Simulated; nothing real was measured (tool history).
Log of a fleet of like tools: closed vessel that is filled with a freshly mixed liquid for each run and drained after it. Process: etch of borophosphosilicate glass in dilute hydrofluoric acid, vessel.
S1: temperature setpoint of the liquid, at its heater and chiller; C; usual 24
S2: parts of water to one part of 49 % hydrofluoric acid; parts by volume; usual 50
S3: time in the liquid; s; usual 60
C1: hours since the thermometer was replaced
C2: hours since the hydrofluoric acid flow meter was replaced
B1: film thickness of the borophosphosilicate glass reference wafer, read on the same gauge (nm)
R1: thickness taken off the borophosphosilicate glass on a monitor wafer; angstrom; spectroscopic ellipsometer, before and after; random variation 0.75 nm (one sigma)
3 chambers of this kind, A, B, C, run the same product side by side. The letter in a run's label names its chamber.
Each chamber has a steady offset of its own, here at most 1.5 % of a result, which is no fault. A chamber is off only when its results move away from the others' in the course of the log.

run 1B hour=6.9 | S1=24 S2=50 S3=60 | C1=249.1 C2=1269.4 | B1=80.011 | R1=989.43
run 2A hour=16.3 | S1=24 S2=50 S3=60 | C1=88.1 C2=2018.5 | B1=79.986 | R1=983.98
run 3C hour=22.7 | S1=24 S2=50 S3=60 | C1=1315.9 C2=218.7 | B1=79.973 | R1=998.32
run 4C hour=29.5 | S1=24 S2=50 S3=60 | C1=1322.7 C2=225.5 | B1=80.002 | R1=985
run 5A hour=39.7 | S1=24 S2=50 S3=60 | C1=111.5 C2=2041.9 | B1=80.025 | R1=971.72
run 6B hour=51.4 | S1=24 S2=50 S3=60 | C1=293.6 C2=1313.9 | B1=80.001 | R1=988.98
run 7C hour=63.2 | S1=24 S2=50 S3=60 | C1=1356.4 C2=259.2 | B1=80.024 | R1=974.51
run 8A hour=69.2 | S1=24 S2=50 S3=60 | C1=141 C2=2071.4 | B1=80.027 | R1=975.85
run 9B hour=80.4 | S1=24 S2=50 S3=60 | C1=322.6 C2=1342.9 | B1=79.94 | R1=984.82
run 10C hour=90.1 | S1=24 S2=50 S3=60 | C1=1383.3 C2=286.1 | B1=79.933 | R1=983.73
run 11B hour=95.7 | S1=24 S2=50 S3=60 | C1=337.9 C2=1358.2 | B1=80.006 | R1=998.85
run 12A hour=103.4 | S1=21 S2=50 S3=85 | C1=175.2 C2=2105.6 | B1=79.964 | R1=1217.6
-- hour=111 chamber A: hydrofluoric acid flow meter replaced
run 13A hour=113.9 | S1=21 S2=50 S3=85 | C1=185.7 C2=3 | B1=79.982 | R1=1224.2
run 14C hour=119.4 | S1=21 S2=50 S3=85 | C1=1412.6 C2=315.4 | B1=80.002 | R1=1232.5
run 15B hour=126.5 | S1=24 S2=50 S3=60 | C1=368.7 C2=1389 | B1=79.98 | R1=984.3
-- hour=128 chamber C: thermometer replaced
run 16B hour=136 | S1=24 S2=50 S3=60 | C1=378.2 C2=1398.5 | B1=80.019 | R1=993.98
run 17C hour=146 | S1=24 S2=50 S3=60 | C1=18.1 C2=342 | B1=79.981 | R1=984.72
run 18A hour=157.5 | S1=24 S2=50 S3=60 | C1=229.3 C2=46.6 | B1=80.01 | R1=972.42
run 19A hour=166.2 | S1=24 S2=50 S3=60 | C1=238 C2=55.3 | B1=80.012 | R1=979.76
run 20C hour=172.7 | S1=24 S2=50 S3=60 | C1=44.8 C2=368.7 | B1=80.005 | R1=986.5
run 21B hour=181.6 | S1=24 S2=70 S3=60 | C1=423.8 C2=1444.1 | B1=79.974 | R1=696.68
run 22B hour=191 | S1=24 S2=70 S3=60 | C1=433.2 C2=1453.5 | B1=80.002 | R1=686.95
run 23C hour=199.4 | S1=24 S2=70 S3=60 | C1=71.5 C2=395.4 | B1=80.013 | R1=677.91
run 24A hour=205.4 | S1=24 S2=50 S3=60 | C1=277.2 C2=94.5 | B1=79.986 | R1=974.68
-- hour=207.4 chamber B: hydrofluoric acid flow meter replaced
run 25A hour=211.2 | S1=24 S2=50 S3=60 | C1=283 C2=100.3 | B1=80.011 | R1=975.57
run 26C hour=218.9 | S1=24 S2=50 S3=60 | C1=91 C2=414.9 | B1=79.995 | R1=987.48
run 27B hour=230.8 | S1=24 S2=50 S3=60 | C1=473 C2=23.5 | B1=80.009 | R1=998.24
run 28C hour=242.3 | S1=24 S2=50 S3=60 | C1=114.4 C2=438.3 | B1=80.02 | R1=999.64
run 29A hour=252.7 | S1=24 S2=50 S3=60 | C1=324.5 C2=141.8 | B1=79.995 | R1=982.53
run 30B hour=263.3 | S1=24 S2=50 S3=60 | C1=505.5 C2=56 | B1=79.971 | R1=985.61
run 31A hour=272.6 | S1=24 S2=50 S3=60 | C1=344.4 C2=161.7 | B1=79.985 | R1=973.85
run 32C hour=280.2 | S1=24 S2=50 S3=60 | C1=152.3 C2=476.2 | B1=79.975 | R1=982.47
run 33B hour=292.6 | S1=24 S2=30 S3=60 | C1=534.8 C2=85.3 | B1=80.01 | R1=1716.2
run 34C hour=302.5 | S1=24 S2=30 S3=60 | C1=174.6 C2=498.5 | B1=80.003 | R1=1710.3
run 35B hour=314.4 | S1=24 S2=30 S3=60 | C1=556.6 C2=107.1 | B1=80.016 | R1=1714

All 3 chambers run these settings next. Forecast each chamber's results:
run 36A hour=323.3 | S1=24 S2=50 S3=95 | R1=?
run 36B hour=323.3 | S1=24 S2=50 S3=95 | R1=?
run 36C hour=323.3 | S1=24 S2=50 S3=95 | R1=?

run=36A R1=1541.7
run=36B R1=1550.5
run=36C R1=1545.6
